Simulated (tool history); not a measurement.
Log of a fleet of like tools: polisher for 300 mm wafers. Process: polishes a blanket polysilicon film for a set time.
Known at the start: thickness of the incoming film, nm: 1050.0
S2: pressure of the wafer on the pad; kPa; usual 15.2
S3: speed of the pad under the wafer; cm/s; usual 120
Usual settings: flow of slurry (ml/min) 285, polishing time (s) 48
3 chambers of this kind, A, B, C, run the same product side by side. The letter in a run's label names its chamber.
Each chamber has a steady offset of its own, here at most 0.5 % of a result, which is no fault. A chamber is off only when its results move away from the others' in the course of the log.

run 1C hour=5 | flow_of_slurry_(ml/min)=285 S2=15.2 S3=120 polishing_time_(s)=48 | film_removed_(Å)=3349.5
-- hour=5.7 chamber C: worn pad replaced by a new one
run 2B hour=10.6 | flow_of_slurry_(ml/min)=285 S2=15.2 S3=120 polishing_time_(s)=48 | film_removed_(Å)=3330.4
run 3A hour=14.1 | flow_of_slurry_(ml/min)=285 S2=15.2 S3=120 polishing_time_(s)=48 | film_removed_(Å)=3344.1
-- hour=15.4 chamber B: slurry nozzle cleaned
run 4C hour=17.7 | flow_of_slurry_(ml/min)=285 S2=15.2 S3=120 polishing_time_(s)=48 | film_removed_(Å)=3326.3
run 5B hour=23.2 | flow_of_slurry_(ml/min)=285 S2=15.2 S3=120 polishing_time_(s)=48 | film_removed_(Å)=3308.7
run 6A hour=25.8 | flow_of_slurry_(ml/min)=285 S2=15.2 S3=120 polishing_time_(s)=48 | film_removed_(Å)=3347.2
run 7A hour=28.6 | flow_of_slurry_(ml/min)=285 S2=11.7 S3=120 polishing_time_(s)=32 | film_removed_(Å)=1723.2
run 8C hour=32.7 | flow_of_slurry_(ml/min)=285 S2=11.7 S3=120 polishing_time_(s)=32 | film_removed_(Å)=1734.9
run 9B hour=37.9 | flow_of_slurry_(ml/min)=285 S2=11.7 S3=120 polishing_time_(s)=32 | film_removed_(Å)=1639.2
run 10A hour=40.5 | flow_of_slurry_(ml/min)=285 S2=15.2 S3=120 polishing_time_(s)=48 | film_removed_(Å)=3356.2
run 11B hour=44 | flow_of_slurry_(ml/min)=285 S2=15.2 S3=104 polishing_time_(s)=35 | film_removed_(Å)=2001.1
-- hour=44.3 chamber B: worn pad replaced by a new one
run 12C hour=47.7 | flow_of_slurry_(ml/min)=285 S2=15.2 S3=104 polishing_time_(s)=35 | film_removed_(Å)=2112.9
run 13A hour=50.7 | flow_of_slurry_(ml/min)=285 S2=15.2 S3=104 polishing_time_(s)=35 | film_removed_(Å)=2134.8
run 14C hour=55.1 | flow_of_slurry_(ml/min)=285 S2=15.2 S3=120 polishing_time_(s)=48 | film_removed_(Å)=3360.4
run 15B hour=58.4 | flow_of_slurry_(ml/min)=285 S2=15.2 S3=120 polishing_time_(s)=48 | film_removed_(Å)=3107
run 16A hour=63 | flow_of_slurry_(ml/min)=285 S2=15.2 S3=120 polishing_time_(s)=48 | film_removed_(Å)=3355.6
-- hour=68.1 chamber C: worn pad replaced by a new one
run 17C hour=68.9 | flow_of_slurry_(ml/min)=285 S2=15.2 S3=120 polishing_time_(s)=48 | film_removed_(Å)=3374.6
run 18B hour=73.2 | flow_of_slurry_(ml/min)=285 S2=15.2 S3=120 polishing_time_(s)=48 | film_removed_(Å)=3067
run 19C hour=78.8 | flow_of_slurry_(ml/min)=285 S2=15.2 S3=120 polishing_time_(s)=48 | film_removed_(Å)=3329.5
run 20A hour=82.1 | flow_of_slurry_(ml/min)=285 S2=15.2 S3=120 polishing_time_(s)=48 | film_removed_(Å)=3352.1

Is one chamber off against the others, does the gauge drift, or is nothing wrong? If a chamber is off, say which, and what the likeliest cause is.

Chamber B drifts away from the others.
Cause: head's pressure below its setpoint, % = 11.3.

Here are 4 candidates for chamber B's next run, each the usual settings with a change, their results left as question marks. Which one brings its results back in line with what the others give on the usual settings?
In line means no further than this from the other chambers' mean on the usual settings: film removed (Å) 100
run 21B-1 hour=86.5 | flow_of_slurry_(ml/min)=285 S2=15.2 S3=120 polishing_time_(s)=46 | film_removed_(Å)=?
run 21B-2 hour=86.5 | flow_of_slurry_(ml/min)=285 S2=15.9 S3=124 polishing_time_(s)=50 | film_removed_(Å)=?
run 21B-3 hour=86.5 | flow_of_slurry_(ml/min)=285 S2=15.2 S3=122 polishing_time_(s)=49 | film_removed_(Å)=?
run 21B-4 hour=86.5 | flow_of_slurry_(ml/min)=285 S2=14.5 S3=116 polishing_time_(s)=46 | film_removed_(Å)=?

The other chambers' mean on the usual settings: film removed (Å) 3344.3
run=21B-1 film_removed_(Å)=2838.2
run=21B-2 film_removed_(Å)=3336.2
run=21B-3 film_removed_(Å)=3074.4
run=21B-4 film_removed_(Å)=2615.9
21B-2 brings the chamber back in line.
